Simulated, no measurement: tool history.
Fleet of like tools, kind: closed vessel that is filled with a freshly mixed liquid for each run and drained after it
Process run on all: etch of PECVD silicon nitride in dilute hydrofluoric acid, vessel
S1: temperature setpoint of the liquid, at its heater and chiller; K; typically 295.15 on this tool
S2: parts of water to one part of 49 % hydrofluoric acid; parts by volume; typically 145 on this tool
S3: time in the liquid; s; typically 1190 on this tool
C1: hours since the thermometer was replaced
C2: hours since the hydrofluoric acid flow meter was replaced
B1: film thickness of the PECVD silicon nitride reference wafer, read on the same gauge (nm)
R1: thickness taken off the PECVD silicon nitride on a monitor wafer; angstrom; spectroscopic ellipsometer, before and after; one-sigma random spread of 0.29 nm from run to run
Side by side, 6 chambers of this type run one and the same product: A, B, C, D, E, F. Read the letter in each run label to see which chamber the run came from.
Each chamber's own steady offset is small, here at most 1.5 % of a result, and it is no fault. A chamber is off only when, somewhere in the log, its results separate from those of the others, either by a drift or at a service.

{"run": "1E", "hour": 13.0, "S1": 295.15, "S2": 145, "S3": 1190, "C1": 350.5, "C2": 831.1, "B1": 29.995, "R1": 397.79}
{"run": "2A", "hour": 24.6, "S1": 295.15, "S2": 145, "S3": 1190, "C1": 940.3, "C2": 1248.4, "B1": 30.014, "R1": 409.28}
{"run": "3F", "hour": 34.3, "S1": 295.15, "S2": 145, "S3": 1190, "C1": 1923.9, "C2": 985.2, "B1": 29.989, "R1": 398.01}
{"run": "4B", "hour": 43.1, "S1": 295.15, "S2": 145, "S3": 1190, "C1": 995.7, "C2": 1041.9, "B1": 30.023, "R1": 403.15}
{"run": "5C", "hour": 54.9, "S1": 295.15, "S2": 145, "S3": 1190, "C1": 1185.9, "C2": 1055, "B1": 29.984, "R1": 403.61}
{"hour": 65.1, "done": "chamber A: hydrofluoric acid flow meter replaced"}
{"run": "6D", "hour": 66.5, "S1": 295.15, "S2": 145, "S3": 840, "C1": 655.6, "C2": 493.7, "B1": 30.01, "R1": 286.79}
{"run": "7C", "hour": 77.3, "S1": 295.15, "S2": 145, "S3": 840, "C1": 1208.3, "C2": 1077.4, "B1": 29.964, "R1": 285.83}
{"hour": 86.6, "done": "chamber F: hydrofluoric acid flow meter replaced"}
{"run": "8D", "hour": 90.9, "S1": 295.15, "S2": 145, "S3": 840, "C1": 680, "C2": 518.1, "B1": 30.007, "R1": 285.29}
{"run": "9E", "hour": 98.0, "S1": 295.15, "S2": 145, "S3": 840, "C1": 435.5, "C2": 916.1, "B1": 29.991, "R1": 282.17}
{"run": "10A", "hour": 108.3, "S1": 295.15, "S2": 145, "S3": 840, "C1": 1024, "C2": 43.3, "B1": 30.015, "R1": 286.49}
{"run": "11F", "hour": 121.4, "S1": 295.15, "S2": 145, "S3": 840, "C1": 2011, "C2": 34.8, "B1": 30.015, "R1": 284.08}
{"run": "12B", "hour": 132.4, "S1": 295.15, "S2": 145, "S3": 1190, "C1": 1085, "C2": 1131.2, "B1": 30, "R1": 400.35}
{"run": "13F", "hour": 145.5, "S1": 295.15, "S2": 145, "S3": 1190, "C1": 2035.1, "C2": 58.9, "B1": 29.997, "R1": 397.59}
{"run": "14A", "hour": 154.9, "S1": 295.15, "S2": 145, "S3": 1190, "C1": 1070.6, "C2": 89.9, "B1": 29.975, "R1": 410.91}
{"run": "15E", "hour": 164.1, "S1": 295.15, "S2": 145, "S3": 1190, "C1": 501.6, "C2": 982.2, "B1": 29.998, "R1": 397.22}
{"run": "16C", "hour": 172.8, "S1": 295.15, "S2": 145, "S3": 1190, "C1": 1303.8, "C2": 1172.9, "B1": 29.997, "R1": 405.27}
{"run": "17B", "hour": 180.5, "S1": 295.15, "S2": 145, "S3": 1190, "C1": 1133.1, "C2": 1179.3, "B1": 30.011, "R1": 407.43}
{"run": "18D", "hour": 191.9, "S1": 295.15, "S2": 145, "S3": 1190, "C1": 781, "C2": 619.1, "B1": 30.018, "R1": 400.2}
{"run": "19C", "hour": 204.8, "S1": 295.15, "S2": 170, "S3": 1190, "C1": 1335.8, "C2": 1204.9, "B1": 30.005, "R1": 351.49}
{"hour": 210.3, "done": "chamber B: thermometer replaced"}
{"run": "20B", "hour": 216.9, "S1": 295.15, "S2": 170, "S3": 1190, "C1": 6.6, "C2": 1215.7, "B1": 29.999, "R1": 347.11}
{"run": "21A", "hour": 230.4, "S1": 295.15, "S2": 170, "S3": 1190, "C1": 1146.1, "C2": 165.4, "B1": 30.015, "R1": 347.63}
{"run": "22E", "hour": 238.8, "S1": 295.15, "S2": 170, "S3": 1190, "C1": 576.3, "C2": 1056.9, "B1": 29.977, "R1": 339.39}
{"run": "23D", "hour": 252.8, "S1": 295.15, "S2": 170, "S3": 1190, "C1": 841.9, "C2": 680, "B1": 29.984, "R1": 342.3}
{"run": "24F", "hour": 261.2, "S1": 295.15, "S2": 170, "S3": 1190, "C1": 2150.8, "C2": 174.6, "B1": 30.007, "R1": 342.71}
{"run": "25E", "hour": 275.0, "S1": 295.15, "S2": 145, "S3": 1190, "C1": 612.5, "C2": 1093.1, "B1": 30.016, "R1": 399.34}
{"run": "26B", "hour": 290.1, "S1": 295.15, "S2": 145, "S3": 1190, "C1": 79.8, "C2": 1288.9, "B1": 30.005, "R1": 405}
{"hour": 291.4, "done": "chamber D: thermometer replaced"}
{"run": "27C", "hour": 303.3, "S1": 295.15, "S2": 145, "S3": 1190, "C1": 1434.3, "C2": 1303.4, "B1": 30.03, "R1": 406.61}
{"run": "28A", "hour": 310.8, "S1": 295.15, "S2": 145, "S3": 1190, "C1": 1226.5, "C2": 245.8, "B1": 30.025, "R1": 409.8}
{"run": "29D", "hour": 323.0, "S1": 295.15, "S2": 145, "S3": 1190, "C1": 31.7, "C2": 750.2, "B1": 29.992, "R1": 402.31}
{"run": "30F", "hour": 332.9, "S1": 295.15, "S2": 145, "S3": 1190, "C1": 2222.5, "C2": 246.3, "B1": 29.971, "R1": 398.78}
{"run": "31A", "hour": 340.4, "S1": 295.15, "S2": 145, "S3": 1190, "C1": 1256.1, "C2": 275.4, "B1": 29.995, "R1": 411.85}
{"run": "32B", "hour": 355.8, "S1": 295.15, "S2": 145, "S3": 1190, "C1": 145.5, "C2": 1354.6, "B1": 30, "R1": 399.91}
{"run": "33E", "hour": 365.8, "S1": 292.65, "S2": 145, "S3": 650, "C1": 703.3, "C2": 1183.9, "B1": 29.984, "R1": 183.93}
{"run": "34C", "hour": 380.9, "S1": 292.65, "S2": 145, "S3": 650, "C1": 1511.9, "C2": 1381, "B1": 30.015, "R1": 186.82}
{"run": "35D", "hour": 394.5, "S1": 292.65, "S2": 145, "S3": 650, "C1": 103.2, "C2": 821.7, "B1": 30.027, "R1": 185.61}
{"run": "36F", "hour": 402.0, "S1": 292.65, "S2": 145, "S3": 650, "C1": 2291.6, "C2": 315.4, "B1": 30.018, "R1": 185.01}
{"run": "37F", "hour": 410.1, "S1": 292.65, "S2": 145, "S3": 650, "C1": 2299.7, "C2": 323.5, "B1": 29.999, "R1": 184.19}
{"run": "38D", "hour": 420.4, "S1": 292.65, "S2": 145, "S3": 650, "C1": 129.1, "C2": 847.6, "B1": 29.991, "R1": 184.87}
{"run": "39B", "hour": 432.0, "S1": 295.15, "S2": 145, "S3": 1190, "C1": 221.7, "C2": 1430.8, "B1": 29.999, "R1": 409.71}
{"run": "40C", "hour": 446.3, "S1": 295.15, "S2": 145, "S3": 1190, "C1": 1577.3, "C2": 1446.4, "B1": 30.015, "R1": 404.9}

Next, all 6 chambers run the settings below, one line each with question marks for the results. What does each chamber give?
{"run": "41A", "hour": 457.5, "S1": 297.65, "S2": 145, "S3": 1190, "R1": "?"}
{"run": "41B", "hour": 457.5, "S1": 297.65, "S2": 145, "S3": 1190, "R1": "?"}
{"run": "41C", "hour": 457.5, "S1": 297.65, "S2": 145, "S3": 1190, "R1": "?"}
{"run": "41D", "hour": 457.5, "S1": 297.65, "S2": 145, "S3": 1190, "R1": "?"}
{"run": "41E", "hour": 457.5, "S1": 297.65, "S2": 145, "S3": 1190, "R1": "?"}
{"run": "41F", "hour": 457.5, "S1": 297.65, "S2": 145, "S3": 1190, "R1": "?"}

run=41A R1=481.8
run=41B R1=479.69
run=41C R1=479.61
run=41D R1=468.53
run=41E R1=471.15
run=41F R1=472.35
